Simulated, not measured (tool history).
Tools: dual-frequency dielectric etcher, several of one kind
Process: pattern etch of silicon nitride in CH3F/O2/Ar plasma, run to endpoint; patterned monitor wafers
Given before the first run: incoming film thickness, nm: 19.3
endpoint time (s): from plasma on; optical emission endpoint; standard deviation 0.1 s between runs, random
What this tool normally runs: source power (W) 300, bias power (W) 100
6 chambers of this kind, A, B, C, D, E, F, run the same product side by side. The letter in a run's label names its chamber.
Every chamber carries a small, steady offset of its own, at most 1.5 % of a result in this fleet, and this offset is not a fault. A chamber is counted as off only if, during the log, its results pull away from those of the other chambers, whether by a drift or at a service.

run   hour  source power (W)  bias power (W)  endpoint time (s)
 1D    5.8               300             100             27.734
 2B   12.5               300             100             27.558
 3C   18.3               300             100             27.412
 4A   27.1               300             100             27.771
 5F     33               230              84             32.875
 6E   41.8               230              84              32.64
 7C   53.8               230              84             32.212
 8E   66.1               230              84             32.772
 9A   71.4               230              84             32.586
      76.8  -- chamber A: source power generator calibrated
10D   83.6               230              84             32.697
11F   95.7               300             100              27.98
     104.4  -- chamber B: wet clean of the chamber
12B  106.4               300             100             27.473
13F  112.1               300             100             27.931
14D  119.7               300             100             27.616
15A  125.1               300             100             27.735
16C  134.5               300             100             27.557
17B    143               300              87             28.915
18E  149.8               300              87             29.589
19F  155.9               300              87             29.567
20D  165.3               300              87             29.244
21A  171.9               300              87             29.091
22E  182.8               300              87             29.685
23B  192.4               300             100             27.638
     199.4  -- chamber D: wet clean of the chamber
24C  200.9               300             100             27.477
25D  211.9               300             100             27.794
26A  222.7               340              88             27.676
27C  228.3               340              88             27.394
28B  238.1               340              88             27.578
29E  243.8               340              88             28.399
     252.2  -- chamber C: wet clean of the chamber
30F  254.8               340              88             28.076
31A  265.3               340              88             27.716
32D  271.9               300             100             27.728
33B    284               300             100              27.38
34E  289.6               300             100             28.528
35F  298.2               300             100             28.227
36C  305.5               300             100             27.492
37E  314.6               300             100             28.623
38F  320.1               300             100             27.776
39B  328.3               300             100              27.42
40A  334.8               300             100             27.756

Predict what each chamber gives when all 6 of them run the settings below next.
41A  343.7               340             100                  ?
41B  343.7               340             100                  ?
41C  343.7               340             100                  ?
41D  343.7               340             100                  ?
41E  343.7               340             100                  ?
41F  343.7               340             100                  ?

run  endpoint time (s)
41A             26.444
41B              26.31
41C             26.022
41D             26.476
41E             27.384
41F             26.583
